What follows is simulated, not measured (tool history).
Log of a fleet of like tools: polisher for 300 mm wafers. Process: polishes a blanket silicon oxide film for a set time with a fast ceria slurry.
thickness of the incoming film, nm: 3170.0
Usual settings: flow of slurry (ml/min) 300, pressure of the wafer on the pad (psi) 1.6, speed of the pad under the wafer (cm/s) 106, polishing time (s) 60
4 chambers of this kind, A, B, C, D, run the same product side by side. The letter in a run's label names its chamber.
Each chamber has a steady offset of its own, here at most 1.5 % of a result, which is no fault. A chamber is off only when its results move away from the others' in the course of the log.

run   hour  flow of slurry (ml/min)  pressure of the wafer on the pad (psi)  speed of the pad under the wafer (cm/s)  polishing time (s)  wafers polished on this pad  hours since the slurry nozzle was cleaned  hours since the head pressure was calibrated  film removed (angstrom)
 1C   14.8                      300                                     1.6                                      106                  60                          851                                       84.6                                         802.9                   6742.4
 2B   23.8                      300                                     1.6                                      106                  60                          825                                      225.9                                         110.4                   6602.4
      30.0  -- chamber B: worn pad replaced by a new one
 3D   31.1                      300                                     1.6                                      106                  60                          820                                       58.4                                         555.8                   6804.2
 4A   42.1                      300                                     1.6                                      106                  60                          679                                       66.7                                         164.0                   6965.0
 5B   49.3                      300                                     1.6                                      106                  60                          252                                      251.4                                         135.9                   6841.2
      55.6  -- chamber D: worn pad replaced by a new one
 6C   63.3                      300                                     1.6                                      106                  60                         1483                                      133.1                                         851.4                   6828.6
 7A   73.6                      300                                     1.6                                      106                  60                         1090                                       98.2                                         195.5                   6948.5
 8D   82.0                      300                                     1.6                                      106                  60                          344                                      109.3                                         606.7                   6926.7
      85.9  -- chamber A: worn pad replaced by a new one
 9A   89.2                      240                                     1.6                                      106                  78                           43                                      113.8                                         211.1                   8834.5
10C  102.0                      240                                     1.6                                      106                  78                         1987                                      171.8                                         890.1                   8373.4
     106.8  -- chamber B: worn pad replaced by a new one
11B  115.3                      240                                     1.6                                      106                  78                          111                                      317.4                                         201.9                   8806.0
12D  128.9                      240                                     1.6                                      106                  78                          955                                      156.2                                         653.6                   8817.1
     132.0  -- chamber D: worn pad replaced by a new one
13A  141.2                      300                                     1.6                                      106                  60                          721                                      165.8                                         263.1                   6910.9
14D  148.9                      300                                     2.0                                      106                  60                          220                                      176.2                                         673.6                   8367.8
     159.2  -- chamber B: slurry nozzle cleaned
15B  160.0                      300                                     2.0                                      106                  60                          693                                        0.8                                         246.6                   8397.1
     170.0  -- chamber A: worn pad replaced by a new one
16C  172.1                      300                                     2.0                                      106                  60                         2901                                      241.9                                         960.2                   8061.2
     180.4  -- chamber B: worn pad replaced by a new one
17A  184.3                      300                                     2.0                                      106                  60                          187                                      208.9                                         306.2                   8751.5
18D  192.3                      300                                     1.6                                      106                  60                          786                                      219.6                                         717.0                   6823.4
19C  206.4                      300                                     1.6                                      106                  60                         3348                                      276.2                                         994.5                   6523.2
20B  216.1                      300                                     1.6                                      106                  60                          465                                       56.9                                         302.7                   6855.1
     223.3  -- chamber D: worn pad replaced by a new one
21B  224.5                      365                                     1.6                                      138                  60                          574                                       65.3                                         311.1                   9133.2
22A  237.9                      365                                     1.6                                      138                  60                          886                                      262.5                                         359.8                   9169.1
     242.2  -- chamber A: worn pad replaced by a new one
     244.6  -- chamber A: slurry nozzle cleaned
23C  244.8                      365                                     1.6                                      138                  60                         3849                                      314.6                                        1032.9                   8191.6
24D  254.7                      365                                     1.6                                      138                  60                          410                                      282.0                                         779.4                   9040.2
     259.4  -- chamber C: head pressure recalibrated
     267.5  -- chamber B: worn pad replaced by a new one
25D  268.9                      300                                     1.6                                      106                  60                          595                                      296.2                                         793.6                   6848.6
26A  283.8                      300                                     1.4                                      106                  60                          542                                       39.2                                         405.7                   6097.3
27B  293.0                      300                                     1.4                                      106                  60                          332                                      133.8                                         379.6                   6122.5
28C  299.8                      300                                     1.4                                      106                  60                         4566                                      369.6                                          40.5                   5391.3
     303.1  -- chamber D: worn pad replaced by a new one
29D  309.2                      300                                     1.4                                      106                  60                           79                                      336.5                                         833.9                   6054.4
     315.8  -- chamber A: worn pad replaced by a new one
     315.8  -- chamber D: head pressure recalibrated
30A  319.5                      300                                     1.6                                      106                  60                           49                                       74.9                                         441.4                   6991.3
31B  327.3                      300                                     1.6                                      106                  60                          779                                      168.1                                         413.9                   6879.3
     333.4  -- chamber D: slurry nozzle cleaned
     333.7  -- chamber C: slurry nozzle cleaned
32C  335.0                      300                                     1.6                                      106                  60                         5024                                        1.3                                          75.7                   6195.1
33B  348.5                      300                                     1.6                                      106                  60                         1056                                      189.3                                         435.1                   6867.9
34A  360.9                      300                                     1.6                                      106                  60                          588                                      116.3                                         482.8                   6799.5
35D  373.1                      300                                     1.6                                      106                  60                          912                                       39.7                                          57.4                   6866.8
     374.1  -- chamber D: worn pad replaced by a new one
36C  384.1                      300                                     1.6                                      106                  60                         5664                                       50.4                                         124.8                   6059.9
37D  392.0                      300                                     1.6                                      106                  60                          234                                       58.6                                          76.3                   6936.7

Next, every chamber runs the same settings. What will each give?
38A  402.6                      300                                     1.6                                      106                  75                                                                                                                                              ?
38B  402.6                      300                                     1.6                                      106                  75                                                                                                                                              ?
38C  402.6                      300                                     1.6                                      106                  75                                                                                                                                              ?
38D  402.6                      300                                     1.6                                      106                  75                                                                                                                                              ?

run  film removed (angstrom)
38A                   8531.4
38B                   8638.9
38C                   7576.1
38D                   8421.1
